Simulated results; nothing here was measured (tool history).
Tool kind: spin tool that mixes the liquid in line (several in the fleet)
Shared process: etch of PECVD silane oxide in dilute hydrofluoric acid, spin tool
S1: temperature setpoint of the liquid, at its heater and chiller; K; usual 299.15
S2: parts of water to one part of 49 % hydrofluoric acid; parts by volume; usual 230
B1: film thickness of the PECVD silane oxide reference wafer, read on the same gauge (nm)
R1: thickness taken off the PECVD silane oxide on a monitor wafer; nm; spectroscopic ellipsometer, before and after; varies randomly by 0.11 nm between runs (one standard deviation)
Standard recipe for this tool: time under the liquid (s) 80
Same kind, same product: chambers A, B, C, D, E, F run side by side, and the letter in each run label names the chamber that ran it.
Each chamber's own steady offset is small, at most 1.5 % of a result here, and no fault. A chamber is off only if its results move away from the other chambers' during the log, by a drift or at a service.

run 1D hour=8.8 | S1=299.15 S2=230 time_under_the_liquid_(s)=80 | B1=29.984 | R1=15.8380
run 2A hour=18.0 | S1=299.15 S2=230 time_under_the_liquid_(s)=80 | B1=30.013 | R1=16.1100
run 3B hour=27.1 | S1=299.15 S2=230 time_under_the_liquid_(s)=80 | B1=30.035 | R1=16.0490
run 4F hour=37.1 | S1=299.15 S2=230 time_under_the_liquid_(s)=80 | B1=30.046 | R1=15.9450
run 5C hour=45.3 | S1=299.15 S2=230 time_under_the_liquid_(s)=80 | B1=29.984 | R1=16.2320
run 6E hour=55.9 | S1=299.15 S2=335 time_under_the_liquid_(s)=45 | B1=30.002 | R1=5.5483
run 7D hour=62.1 | S1=299.15 S2=335 time_under_the_liquid_(s)=45 | B1=30.035 | R1=5.5406
-- hour=68.3 chamber B: thermometer replaced
run 8F hour=73.4 | S1=299.15 S2=335 time_under_the_liquid_(s)=45 | B1=30.003 | R1=5.5850
run 9C hour=79.4 | S1=299.15 S2=335 time_under_the_liquid_(s)=45 | B1=30.052 | R1=5.6876
run 10A hour=89.6 | S1=299.15 S2=335 time_under_the_liquid_(s)=45 | B1=29.998 | R1=5.5797
run 11E hour=97.2 | S1=299.15 S2=335 time_under_the_liquid_(s)=45 | B1=30.011 | R1=5.4716
run 12B hour=103.2 | S1=299.15 S2=230 time_under_the_liquid_(s)=80 | B1=29.993 | R1=15.9920
-- hour=109.8 chamber F: thermometer replaced
run 13A hour=113.3 | S1=299.15 S2=230 time_under_the_liquid_(s)=80 | B1=29.995 | R1=16.1020
run 14C hour=120.9 | S1=299.15 S2=230 time_under_the_liquid_(s)=80 | B1=29.976 | R1=16.5100
run 15D hour=127.3 | S1=299.15 S2=230 time_under_the_liquid_(s)=80 | B1=30.054 | R1=15.9150
run 16E hour=134.4 | S1=301.65 S2=230 time_under_the_liquid_(s)=95 | B1=29.971 | R1=20.8160
-- hour=137.0 chamber E: thermometer replaced
run 17F hour=145.8 | S1=301.65 S2=230 time_under_the_liquid_(s)=95 | B1=30.025 | R1=20.9560
run 18B hour=153.0 | S1=301.65 S2=230 time_under_the_liquid_(s)=95 | B1=30.022 | R1=20.5450
run 19C hour=159.0 | S1=301.65 S2=230 time_under_the_liquid_(s)=95 | B1=29.998 | R1=21.4190
run 20D hour=170.1 | S1=301.65 S2=230 time_under_the_liquid_(s)=95 | B1=29.998 | R1=20.5120
run 21A hour=177.1 | S1=301.65 S2=230 time_under_the_liquid_(s)=95 | B1=29.945 | R1=20.7790
run 22B hour=183.6 | S1=299.15 S2=230 time_under_the_liquid_(s)=80 | B1=29.992 | R1=15.7030
run 23E hour=193.6 | S1=299.15 S2=230 time_under_the_liquid_(s)=80 | B1=29.986 | R1=16.2160
run 24F hour=203.5 | S1=296.15 S2=230 time_under_the_liquid_(s)=60 | B1=29.979 | R1=10.7050
run 25A hour=210.5 | S1=296.15 S2=230 time_under_the_liquid_(s)=60 | B1=29.954 | R1=10.8430
run 26D hour=220.0 | S1=296.15 S2=230 time_under_the_liquid_(s)=60 | B1=30.009 | R1=10.7910
run 27F hour=229.0 | S1=296.15 S2=230 time_under_the_liquid_(s)=60 | B1=29.968 | R1=10.8110
run 28C hour=235.0 | S1=296.15 S2=230 time_under_the_liquid_(s)=60 | B1=29.965 | R1=10.9950
run 29E hour=243.1 | S1=296.15 S2=230 time_under_the_liquid_(s)=60 | B1=30.023 | R1=10.8270
run 30B hour=253.2 | S1=299.15 S2=230 time_under_the_liquid_(s)=80 | B1=30.001 | R1=15.2940
run 31C hour=264.0 | S1=299.15 S2=230 time_under_the_liquid_(s)=80 | B1=29.979 | R1=16.4040
run 32A hour=273.6 | S1=299.15 S2=180 time_under_the_liquid_(s)=80 | B1=29.992 | R1=21.2790
run 33E hour=282.2 | S1=299.15 S2=180 time_under_the_liquid_(s)=80 | B1=29.996 | R1=21.6280
run 34D hour=290.8 | S1=299.15 S2=180 time_under_the_liquid_(s)=80 | B1=30.032 | R1=21.6810
run 35F hour=298.3 | S1=299.15 S2=180 time_under_the_liquid_(s)=80 | B1=30.023 | R1=21.8500
run 36B hour=308.8 | S1=299.15 S2=180 time_under_the_liquid_(s)=80 | B1=29.993 | R1=19.9460
run 37B hour=320.1 | S1=299.15 S2=180 time_under_the_liquid_(s)=80 | B1=30.009 | R1=20.0810

The same settings go to every chamber for the next run, one line per chamber below. Forecast the results for each:
run 38A hour=328.6 | S1=299.15 S2=230 time_under_the_liquid_(s)=80 | R1=?
run 38B hour=328.6 | S1=299.15 S2=230 time_under_the_liquid_(s)=80 | R1=?
run 38C hour=328.6 | S1=299.15 S2=230 time_under_the_liquid_(s)=80 | R1=?
run 38D hour=328.6 | S1=299.15 S2=230 time_under_the_liquid_(s)=80 | R1=?
run 38E hour=328.6 | S1=299.15 S2=230 time_under_the_liquid_(s)=80 | R1=?
run 38F hour=328.6 | S1=299.15 S2=230 time_under_the_liquid_(s)=80 | R1=?

run=38A R1=16.2040
run=38B R1=14.5940
run=38C R1=16.1430
run=38D R1=16.0170
run=38E R1=15.9790
run=38F R1=16.1670

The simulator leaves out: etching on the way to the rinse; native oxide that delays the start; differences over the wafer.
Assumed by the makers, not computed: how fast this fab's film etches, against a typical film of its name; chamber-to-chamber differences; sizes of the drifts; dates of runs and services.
